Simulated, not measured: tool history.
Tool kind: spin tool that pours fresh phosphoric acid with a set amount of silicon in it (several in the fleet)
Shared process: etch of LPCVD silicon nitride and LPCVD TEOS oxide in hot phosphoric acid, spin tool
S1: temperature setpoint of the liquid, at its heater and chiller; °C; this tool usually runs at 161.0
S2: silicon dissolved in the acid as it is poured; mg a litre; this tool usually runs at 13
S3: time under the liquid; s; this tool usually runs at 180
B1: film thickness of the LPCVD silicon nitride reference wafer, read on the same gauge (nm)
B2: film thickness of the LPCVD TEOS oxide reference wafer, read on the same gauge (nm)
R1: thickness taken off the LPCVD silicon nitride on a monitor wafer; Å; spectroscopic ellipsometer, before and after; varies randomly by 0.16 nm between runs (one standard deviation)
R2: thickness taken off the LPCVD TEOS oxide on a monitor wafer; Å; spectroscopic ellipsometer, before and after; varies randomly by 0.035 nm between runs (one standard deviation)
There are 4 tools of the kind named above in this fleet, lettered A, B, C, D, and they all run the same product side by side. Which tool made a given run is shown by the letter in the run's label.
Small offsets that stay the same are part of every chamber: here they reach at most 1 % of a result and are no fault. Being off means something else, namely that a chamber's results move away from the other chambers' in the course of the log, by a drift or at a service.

{"run": "1A", "hour": 4.2, "S1": 161.0, "S2": 13, "S3": 180, "B1": 130.02, "B2": 99.98, "R1": 176.07, "R2": 3.475}
{"run": "2C", "hour": 9.6, "S1": 161.0, "S2": 13, "S3": 180, "B1": 129.97, "B2": 99.975, "R1": 178.61, "R2": 4.1429}
{"run": "3D", "hour": 15.0, "S1": 161.0, "S2": 13, "S3": 180, "B1": 130.03, "B2": 100.0, "R1": 177.08, "R2": 3.7921}
{"run": "4B", "hour": 17.6, "S1": 161.0, "S2": 13, "S3": 180, "B1": 130.04, "B2": 100.02, "R1": 177.84, "R2": 3.3768}
{"run": "5B", "hour": 21.3, "S1": 161.0, "S2": 13, "S3": 180, "B1": 130.01, "B2": 99.987, "R1": 177.71, "R2": 4.1726}
{"run": "6C", "hour": 26.6, "S1": 161.0, "S2": 13, "S3": 115, "B1": 129.92, "B2": 99.989, "R1": 113.4, "R2": 2.4246}
{"run": "7D", "hour": 31.0, "S1": 161.0, "S2": 13, "S3": 115, "B1": 130.04, "B2": 100.01, "R1": 112.41, "R2": 2.8556}
{"run": "8A", "hour": 34.4, "S1": 161.0, "S2": 13, "S3": 115, "B1": 130.01, "B2": 99.981, "R1": 113.75, "R2": 2.2137}
{"run": "9C", "hour": 37.1, "S1": 161.0, "S2": 13, "S3": 115, "B1": 129.97, "B2": 100.04, "R1": 113.12, "R2": 2.9911}
{"run": "10B", "hour": 39.8, "S1": 161.0, "S2": 13, "S3": 245, "B1": 129.96, "B2": 99.977, "R1": 242.34, "R2": 5.6507}
{"run": "11A", "hour": 42.9, "S1": 161.0, "S2": 13, "S3": 245, "B1": 130.0, "B2": 99.998, "R1": 245.66, "R2": 5.1817}
{"run": "12D", "hour": 46.1, "S1": 161.0, "S2": 13, "S3": 245, "B1": 130.04, "B2": 99.997, "R1": 241.05, "R2": 5.4219}
{"run": "13B", "hour": 50.5, "S1": 161.0, "S2": 13, "S3": 245, "B1": 130.0, "B2": 100.0, "R1": 239.52, "R2": 5.2689}
{"run": "14C", "hour": 55.1, "S1": 161.0, "S2": 13, "S3": 180, "B1": 130.04, "B2": 100.0, "R1": 176.64, "R2": 4.2101}
{"run": "15A", "hour": 58.9, "S1": 161.0, "S2": 13, "S3": 180, "B1": 129.98, "B2": 99.991, "R1": 175.12, "R2": 3.4743}
{"run": "16D", "hour": 64.1, "S1": 161.0, "S2": 13, "S3": 180, "B1": 129.98, "B2": 99.981, "R1": 178.71, "R2": 4.2876}
{"run": "17A", "hour": 68.9, "S1": 161.0, "S2": 13, "S3": 180, "B1": 130.0, "B2": 99.996, "R1": 175.17, "R2": 3.9313}
{"run": "18B", "hour": 71.7, "S1": 161.0, "S2": 13, "S3": 180, "B1": 129.97, "B2": 99.98, "R1": 176.7, "R2": 4.0421}
{"run": "19C", "hour": 76.1, "S1": 161.0, "S2": 13, "S3": 180, "B1": 130.01, "B2": 100.02, "R1": 177.16, "R2": 4.477}
{"run": "20D", "hour": 80.1, "S1": 161.0, "S2": 13, "S3": 180, "B1": 130.0, "B2": 99.987, "R1": 178.98, "R2": 3.6206}
{"run": "21C", "hour": 83.4, "S1": 161.0, "S2": 13, "S3": 180, "B1": 129.99, "B2": 99.996, "R1": 179.17, "R2": 4.0393}
{"run": "22B", "hour": 88.8, "S1": 161.0, "S2": 13, "S3": 180, "B1": 130.01, "B2": 100.01, "R1": 178.78, "R2": 3.8286}
{"run": "23D", "hour": 92.6, "S1": 161.0, "S2": 13, "S3": 180, "B1": 130.01, "B2": 100.01, "R1": 178.12, "R2": 4.0161}
{"run": "24A", "hour": 95.5, "S1": 161.0, "S2": 13, "S3": 180, "B1": 130.01, "B2": 99.995, "R1": 170.8, "R2": 3.4454}
{"run": "25C", "hour": 98.4, "S1": 161.0, "S2": 13, "S3": 180, "B1": 130.02, "B2": 100.0, "R1": 181.84, "R2": 3.9323}
{"run": "26A", "hour": 102.0, "S1": 161.0, "S2": 13, "S3": 180, "B1": 129.99, "B2": 100.02, "R1": 172.55, "R2": 3.5252}
{"run": "27B", "hour": 107.4, "S1": 161.0, "S2": 13, "S3": 180, "B1": 129.95, "B2": 99.997, "R1": 179.71, "R2": 4.1919}
{"run": "28D", "hour": 112.9, "S1": 161.0, "S2": 21, "S3": 260, "B1": 130.02, "B2": 99.997, "R1": 258.03, "R2": 4.6772}
{"run": "29D", "hour": 116.9, "S1": 161.0, "S2": 21, "S3": 260, "B1": 130.0, "B2": 99.988, "R1": 255.09, "R2": 4.8268}
{"run": "30C", "hour": 119.7, "S1": 161.0, "S2": 21, "S3": 260, "B1": 130.02, "B2": 99.968, "R1": 256.28, "R2": 4.5311}
{"run": "31A", "hour": 124.8, "S1": 161.0, "S2": 21, "S3": 260, "B1": 130.0, "B2": 100.01, "R1": 239.09, "R2": 4.3479}
{"run": "32B", "hour": 128.5, "S1": 163.5, "S2": 6, "S3": 180, "B1": 130.04, "B2": 100.01, "R1": 195.83, "R2": 5.6484}
{"run": "33D", "hour": 132.4, "S1": 163.5, "S2": 6, "S3": 180, "B1": 129.97, "B2": 99.998, "R1": 194.6, "R2": 5.1804}
{"run": "34B", "hour": 137.1, "S1": 163.5, "S2": 6, "S3": 180, "B1": 130.03, "B2": 99.999, "R1": 194.95, "R2": 5.1074}
{"run": "35C", "hour": 142.6, "S1": 163.5, "S2": 6, "S3": 180, "B1": 130.01, "B2": 100.01, "R1": 193.77, "R2": 5.9803}
{"run": "36A", "hour": 147.2, "S1": 161.0, "S2": 13, "S3": 180, "B1": 130.03, "B2": 99.981, "R1": 166.01, "R2": 3.1469}

For the next run the whole fleet of 4 chambers uses the same settings. Give each chamber's results:
{"run": "37A", "hour": 151.5, "S1": 161.0, "S2": 13, "S3": 180, "R1": "?", "R2": "?"}
{"run": "37B", "hour": 151.5, "S1": 161.0, "S2": 13, "S3": 180, "R1": "?", "R2": "?"}
{"run": "37C", "hour": 151.5, "S1": 161.0, "S2": 13, "S3": 180, "R1": "?", "R2": "?"}
{"run": "37D", "hour": 151.5, "S1": 161.0, "S2": 13, "S3": 180, "R1": "?", "R2": "?"}

run=37A R1=165.60 R2=3.4638
run=37B R1=177.64 R2=4.2755
run=37C R1=179.38 R2=4.5096
run=37D R1=177.73 R2=4.1004

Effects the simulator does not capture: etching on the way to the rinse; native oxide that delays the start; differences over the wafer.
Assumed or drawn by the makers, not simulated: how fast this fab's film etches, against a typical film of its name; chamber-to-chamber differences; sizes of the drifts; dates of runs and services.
